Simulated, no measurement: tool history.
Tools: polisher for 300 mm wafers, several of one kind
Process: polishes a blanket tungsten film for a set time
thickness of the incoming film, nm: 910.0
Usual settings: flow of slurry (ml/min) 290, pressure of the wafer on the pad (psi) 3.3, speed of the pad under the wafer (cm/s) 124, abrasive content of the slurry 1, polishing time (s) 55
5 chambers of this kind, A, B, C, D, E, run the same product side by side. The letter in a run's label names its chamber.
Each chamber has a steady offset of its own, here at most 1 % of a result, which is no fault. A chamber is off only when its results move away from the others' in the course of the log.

run   hour  flow of slurry (ml/min)  pressure of the wafer on the pad (psi)  speed of the pad under the wafer (cm/s)  abrasive content of the slurry  polishing time (s)  wafers polished on this pad  hours since the slurry nozzle was cleaned  hours since the head pressure was calibrated  hours since the slurry blender was calibrated  hours since the slurry got fresh peroxide  film removed (Å)
       7.1  -- chamber C: slurry tank refilled with fresh slurry and peroxide
       8.8  -- chamber E: slurry tank refilled with fresh slurry and peroxide
 1B   15.2                      290                                     3.3                                      124                               1                  55                          195                                      375.0                                         357.2                                           85.9                                       52.2            2356.2
 2C   28.4                      290                                     3.3                                      124                               1                  55                         1338                                       82.0                                         463.0                                          122.2                                       21.4            2315.8
      29.6  -- chamber D: head pressure recalibrated
 3A   43.4                      290                                     3.3                                      124                               1                  55                          713                                      241.5                                         431.5                                          436.9                                       83.2            2350.0
      45.9  -- chamber A: slurry blender recalibrated
      47.9  -- chamber B: slurry tank refilled with fresh slurry and peroxide
      48.1  -- chamber D: worn pad replaced by a new one
 4E   50.5                      290                                     3.3                                      124                               1                  55                          537                                      179.6                                         403.8                                          220.8                                       41.8            2317.3
      53.0  -- chamber A: worn pad replaced by a new one
      58.0  -- chamber B: head pressure recalibrated
      58.2  -- chamber C: slurry blender recalibrated
      63.9  -- chamber B: slurry blender recalibrated
 5D   64.3                      290                                     3.3                                      124                               1                  55                          128                                       72.4                                          34.7                                          153.8                                      113.6            2339.6
      69.2  -- chamber C: worn pad replaced by a new one
      72.2  -- chamber B: worn pad replaced by a new one
 6B   78.1                      290                                     3.3                                      124                               1                  55                           47                                      437.9                                          20.1                                           14.2                                       30.3            2338.7
 7A   90.2                      290                                     3.3                                      124                               1                  55                          295                                      288.3                                         478.3                                           44.3                                      130.0            2343.3
      95.9  -- chamber C: slurry tank refilled with fresh slurry and peroxide
      96.2  -- chamber D: slurry tank refilled with fresh slurry and peroxide
 8C  106.3                      290                                     3.3                                      124                               1                  55                          294                                      159.9                                         540.9                                           48.2                                       10.4            2348.8
 9D  116.5                      290                                     3.3                                      124                               1                  55                          542                                      124.6                                          86.9                                          206.0                                       20.4            2312.7
10E  124.8                      290                                     3.3                                      124                               1                  55                         1127                                      253.9                                         478.1                                          295.1                                      116.1            2288.5
     127.3  -- chamber B: slurry tank refilled with fresh slurry and peroxide
     137.2  -- chamber D: worn pad replaced by a new one
11D  139.7                      290                                     3.3                                      124                               1                  55                           19                                      147.8                                         110.1                                          229.2                                       43.6            2338.0
     146.6  -- chamber A: slurry tank refilled with fresh slurry and peroxide
12A  148.0                      290                                     3.3                                      124                               1                  55                          754                                      346.1                                         536.1                                          102.1                                        1.5            2382.5
     151.3  -- chamber B: worn pad replaced by a new one
     152.3  -- chamber A: worn pad replaced by a new one
13E  156.9                      290                                     3.3                                      124                               1                  55                         1381                                      286.0                                         510.2                                          327.2                                      148.2            2269.6
     165.4  -- chamber E: slurry tank refilled with fresh slurry and peroxide
     166.1  -- chamber C: slurry tank refilled with fresh slurry and peroxide
14B  170.2                      290                                     3.3                                      124                               1                  55                          149                                      530.0                                         112.2                                          106.3                                       43.0            2368.1
15C  181.0                      290                                     3.3                                      124                               1                  55                          887                                      234.6                                         615.6                                          122.9                                       14.9            2358.8
16C  189.6                      290                                     3.3                                      124                               1                  70                          955                                      243.2                                         624.2                                          131.5                                       23.5            2982.2
     191.9  -- chamber D: slurry blender recalibrated
     194.9  -- chamber B: slurry blender recalibrated
     194.9  -- chamber B: slurry tank refilled with fresh slurry and peroxide
17E  205.5                      290                                     3.3                                      124                               1                  70                         1767                                      334.6                                         558.8                                          375.8                                       40.2            2876.5
18D  218.5                      290                                     3.3                                      124                               1                  70                          645                                      226.6                                         188.9                                           26.7                                      122.4            3009.9
     225.4  -- chamber D: worn pad replaced by a new one
19A  228.7                      290                                     3.3                                      124                               1                  70                          606                                      426.8                                         616.8                                          182.8                                       82.2            2984.0
     233.0  -- chamber A: head pressure recalibrated
     236.2  -- chamber B: worn pad replaced by a new one
     240.3  -- chamber D: slurry tank refilled with fresh slurry and peroxide
     240.6  -- chamber C: slurry nozzle cleaned
     241.5  -- chamber C: slurry blender recalibrated
20B  242.3                      290                                     3.3                                      124                               1                  70                           48                                      602.1                                         184.3                                           47.4                                       47.5            3006.4
     245.4  -- chamber A: worn pad replaced by a new one
     247.0  -- chamber C: slurry tank refilled with fresh slurry and peroxide
21B  250.6                      290                                     3.3                                      124                               1                  55                          114                                      610.4                                         192.6                                           55.7                                       55.8            2337.1
22C  261.7                      290                                     3.3                                      124                               1                  55                         1527                                       21.1                                         696.3                                           20.3                                       14.7            2354.7
     265.2  -- chamber C: worn pad replaced by a new one
     266.3  -- chamber D: slurry nozzle cleaned
23A  275.4                      290                                     3.3                                      124                               1                  55                          238                                      473.5                                          42.4                                          229.5                                      128.9            2346.7
     277.7  -- chamber A: slurry nozzle cleaned
     278.2  -- chamber B: slurry tank refilled with fresh slurry and peroxide
24E  287.9                      290                                     3.3                                      124                               1                  55                         2421                                      417.0                                         641.2                                          458.2                                      122.6            2214.3
     297.1  -- chamber D: worn pad replaced by a new one
25D  298.8                      290                                     3.3                                      124                               1                  55                           14                                       32.5                                         269.2                                          107.0                                       58.6            2329.9
26C  312.1                      225                                     3.3                                      124                               1                  55                          372                                       71.5                                         746.7                                           70.7                                       65.1            2274.1
     314.2  -- chamber B: slurry blender recalibrated
     314.4  -- chamber E: slurry blender recalibrated
     324.1  -- chamber B: worn pad replaced by a new one
27D  328.2                      225                                     3.3                                      124                               1                  55                          247                                       61.9                                         298.6                                          136.4                                       88.0            2253.4
     329.9  -- chamber C: slurry tank refilled with fresh slurry and peroxide
28A  335.4                      225                                     3.3                                      124                               1                  55                          714                                       57.7                                         102.4                                          289.5                                      188.9            2293.1
     336.6  -- chamber E: slurry tank refilled with fresh slurry and peroxide
     340.0  -- chamber A: worn pad replaced by a new one
29B  344.0                      225                                     3.3                                      124                               1                  55                          158                                      703.8                                         286.0                                           29.9                                       65.8            2299.9
     345.2  -- chamber A: slurry tank refilled with fresh slurry and peroxide
30E  354.4                      225                                     3.3                                      124                               1                  55                         2948                                      483.5                                         707.7                                           40.1                                       17.8            2143.6
31A  368.4                      290                                     3.3                                      124                               1                  55                          225                                       90.7                                         135.4                                          322.5                                       23.3            2340.8
     374.5  -- chamber D: slurry tank refilled with fresh slurry and peroxide
     381.4  -- chamber D: worn pad replaced by a new one
32D  384.4                      290                                     3.3                                      124                               1                  55                           24                                      118.1                                         354.8                                          192.6                                        9.9            2342.6
     394.0  -- chamber C: slurry blender recalibrated
33C  396.3                      290                                     3.3                                      124                               1                  55                         1040                                      155.7                                         830.9                                            2.3                                       66.4            2334.5

All 5 chambers run these settings next. Forecast each chamber's results:
34A  407.9                      345                                     3.3                                      124                               1                  55                                                                                                                                                                                                                                 ?
34B  407.9                      345                                     3.3                                      124                               1                  55                                                                                                                                                                                                                                 ?
34C  407.9                      345                                     3.3                                      124                               1                  55                                                                                                                                                                                                                                 ?
34D  407.9                      345                                     3.3                                      124                               1                  55                                                                                                                                                                                                                                 ?
34E  407.9                      345                                     3.3                                      124                               1                  55                                                                                                                                                                                                                                 ?

run  film removed (Å)
34A            2405.8
34B            2371.2
34C            2376.2
34D            2340.8
34E            2173.7

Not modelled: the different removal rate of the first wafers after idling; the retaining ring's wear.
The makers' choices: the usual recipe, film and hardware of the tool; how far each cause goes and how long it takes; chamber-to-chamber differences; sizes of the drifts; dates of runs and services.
